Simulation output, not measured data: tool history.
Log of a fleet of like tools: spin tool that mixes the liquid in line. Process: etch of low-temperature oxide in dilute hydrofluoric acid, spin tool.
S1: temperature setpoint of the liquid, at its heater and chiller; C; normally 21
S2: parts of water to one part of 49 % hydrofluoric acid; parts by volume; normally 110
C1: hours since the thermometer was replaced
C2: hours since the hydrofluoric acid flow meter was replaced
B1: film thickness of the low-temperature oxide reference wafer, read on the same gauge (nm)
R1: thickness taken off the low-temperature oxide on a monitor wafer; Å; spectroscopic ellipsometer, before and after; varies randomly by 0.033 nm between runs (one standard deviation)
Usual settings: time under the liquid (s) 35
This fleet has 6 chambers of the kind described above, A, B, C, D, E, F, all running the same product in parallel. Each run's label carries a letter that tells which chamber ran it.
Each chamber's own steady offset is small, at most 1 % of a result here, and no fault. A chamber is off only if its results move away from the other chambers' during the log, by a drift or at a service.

run 1C hour=9.4 | S1=21 S2=110 time_under_the_liquid_(s)=35 | C1=571.8 C2=568.2 | B1=120.02 | R1=59.023
run 2E hour=15.3 | S1=21 S2=110 time_under_the_liquid_(s)=35 | C1=1076.7 C2=181.1 | B1=120.02 | R1=58.994
run 3B hour=25.6 | S1=21 S2=110 time_under_the_liquid_(s)=35 | C1=317.8 C2=429.2 | B1=119.99 | R1=57.697
run 4A hour=38.4 | S1=21 S2=110 time_under_the_liquid_(s)=35 | C1=1453.3 C2=484.3 | B1=120.02 | R1=59.02
run 5D hour=50.4 | S1=21 S2=110 time_under_the_liquid_(s)=35 | C1=588.2 C2=640 | B1=119.97 | R1=58.752
run 6F hour=60.2 | S1=21 S2=110 time_under_the_liquid_(s)=35 | C1=762.1 C2=526.9 | B1=120.02 | R1=59.048
run 7C hour=68.3 | S1=21 S2=110 time_under_the_liquid_(s)=50 | C1=630.7 C2=627.1 | B1=120.03 | R1=84.339
-- hour=72.5 chamber F: thermometer replaced
run 8B hour=74.5 | S1=21 S2=110 time_under_the_liquid_(s)=50 | C1=366.7 C2=478.1 | B1=120 | R1=83.413
run 9F hour=81.5 | S1=21 S2=110 time_under_the_liquid_(s)=50 | C1=9.1 C2=548.2 | B1=119.98 | R1=84.416
run 10D hour=93.3 | S1=21 S2=110 time_under_the_liquid_(s)=50 | C1=631.1 C2=682.9 | B1=119.96 | R1=84.051
run 11E hour=102 | S1=21 S2=110 time_under_the_liquid_(s)=50 | C1=1163.4 C2=267.8 | B1=120.02 | R1=83.567
run 12A hour=109.9 | S1=21 S2=110 time_under_the_liquid_(s)=50 | C1=1524.8 C2=555.8 | B1=119.99 | R1=84.597
run 13F hour=120.1 | S1=21 S2=110 time_under_the_liquid_(s)=35 | C1=47.7 C2=586.8 | B1=120 | R1=59.851
run 14C hour=131.7 | S1=21 S2=110 time_under_the_liquid_(s)=35 | C1=694.1 C2=690.5 | B1=120 | R1=58.924
run 15B hour=141.1 | S1=21 S2=110 time_under_the_liquid_(s)=35 | C1=433.3 C2=544.7 | B1=120.03 | R1=58.158
run 16D hour=151.4 | S1=21 S2=110 time_under_the_liquid_(s)=35 | C1=689.2 C2=741 | B1=120.05 | R1=58.403
run 17A hour=157.1 | S1=21 S2=110 time_under_the_liquid_(s)=35 | C1=1572 C2=603 | B1=120 | R1=59.124
run 18E hour=168.6 | S1=21 S2=110 time_under_the_liquid_(s)=35 | C1=1230 C2=334.4 | B1=119.97 | R1=57.978
run 19C hour=177.9 | S1=21 S2=110 time_under_the_liquid_(s)=35 | C1=740.3 C2=736.7 | B1=119.97 | R1=59.119
run 20B hour=190.7 | S1=21 S2=70 time_under_the_liquid_(s)=15 | C1=482.9 C2=594.3 | B1=120.01 | R1=40.855
run 21E hour=202 | S1=21 S2=70 time_under_the_liquid_(s)=15 | C1=1263.4 C2=367.8 | B1=119.99 | R1=40.668
run 22D hour=211.3 | S1=21 S2=70 time_under_the_liquid_(s)=15 | C1=749.1 C2=800.9 | B1=120.02 | R1=40.624
run 23A hour=219.7 | S1=21 S2=70 time_under_the_liquid_(s)=15 | C1=1634.6 C2=665.6 | B1=120.02 | R1=41.546
run 24F hour=226.3 | S1=21 S2=70 time_under_the_liquid_(s)=15 | C1=153.9 C2=693 | B1=120.01 | R1=41.489
run 25A hour=232.4 | S1=21 S2=70 time_under_the_liquid_(s)=15 | C1=1647.3 C2=678.3 | B1=119.99 | R1=41.781
-- hour=240.4 chamber D: hydrofluoric acid flow meter replaced
run 26C hour=243.7 | S1=21 S2=110 time_under_the_liquid_(s)=45 | C1=806.1 C2=802.5 | B1=120.03 | R1=75.603
run 27E hour=251.5 | S1=21 S2=110 time_under_the_liquid_(s)=45 | C1=1312.9 C2=417.3 | B1=119.99 | R1=72.899
run 28D hour=257.6 | S1=21 S2=110 time_under_the_liquid_(s)=45 | C1=795.4 C2=17.2 | B1=119.99 | R1=75.871
run 29B hour=266.7 | S1=21 S2=110 time_under_the_liquid_(s)=45 | C1=558.9 C2=670.3 | B1=120.01 | R1=74.535
run 30F hour=279.1 | S1=21 S2=110 time_under_the_liquid_(s)=45 | C1=206.7 C2=745.8 | B1=120.01 | R1=75.868
run 31D hour=288.7 | S1=21 S2=110 time_under_the_liquid_(s)=45 | C1=826.5 C2=48.3 | B1=120.02 | R1=75.472
-- hour=294.4 chamber E: hydrofluoric acid flow meter replaced
run 32B hour=298.8 | S1=21 S2=110 time_under_the_liquid_(s)=35 | C1=591 C2=702.4 | B1=119.97 | R1=57.77
run 33A hour=305.3 | S1=21 S2=110 time_under_the_liquid_(s)=35 | C1=1720.2 C2=751.2 | B1=119.99 | R1=59.381
run 34F hour=314.3 | S1=21 S2=110 time_under_the_liquid_(s)=35 | C1=241.9 C2=781 | B1=120.01 | R1=59.134
run 35E hour=326 | S1=21 S2=110 time_under_the_liquid_(s)=35 | C1=1387.4 C2=31.7 | B1=119.98 | R1=55.814
-- hour=336.9 chamber B: thermometer replaced
run 36C hour=338.3 | S1=21 S2=110 time_under_the_liquid_(s)=35 | C1=900.7 C2=897.1 | B1=119.99 | R1=58.356
run 37B hour=351.2 | S1=21 S2=110 time_under_the_liquid_(s)=35 | C1=14.4 C2=754.8 | B1=120.01 | R1=57.92
run 38F hour=359.6 | S1=21 S2=110 time_under_the_liquid_(s)=35 | C1=287.2 C2=826.3 | B1=120.03 | R1=59.059
run 39C hour=368.2 | S1=21 S2=110 time_under_the_liquid_(s)=35 | C1=930.6 C2=927 | B1=120 | R1=58.395
run 40A hour=378.9 | S1=17.5 S2=130 time_under_the_liquid_(s)=35 | C1=1793.8 C2=824.8 | B1=120.01 | R1=42.176
run 41E hour=387.9 | S1=17.5 S2=130 time_under_the_liquid_(s)=35 | C1=1449.3 C2=93.6 | B1=120 | R1=39.47
run 42D hour=398.6 | S1=17.5 S2=130 time_under_the_liquid_(s)=35 | C1=936.4 C2=158.2 | B1=120.01 | R1=41.967

All chambers now run identical settings, listed one chamber a line with results as question marks. What results will each chamber show?
run 43A hour=407.8 | S1=21 S2=110 time_under_the_liquid_(s)=35 | R1=?
run 43B hour=407.8 | S1=21 S2=110 time_under_the_liquid_(s)=35 | R1=?
run 43C hour=407.8 | S1=21 S2=110 time_under_the_liquid_(s)=35 | R1=?
run 43D hour=407.8 | S1=21 S2=110 time_under_the_liquid_(s)=35 | R1=?
run 43E hour=407.8 | S1=21 S2=110 time_under_the_liquid_(s)=35 | R1=?
run 43F hour=407.8 | S1=21 S2=110 time_under_the_liquid_(s)=35 | R1=?

run=43A R1=59.016
run=43B R1=58.355
run=43C R1=58.565
run=43D R1=58.566
run=43E R1=54.378
run=43F R1=59.098

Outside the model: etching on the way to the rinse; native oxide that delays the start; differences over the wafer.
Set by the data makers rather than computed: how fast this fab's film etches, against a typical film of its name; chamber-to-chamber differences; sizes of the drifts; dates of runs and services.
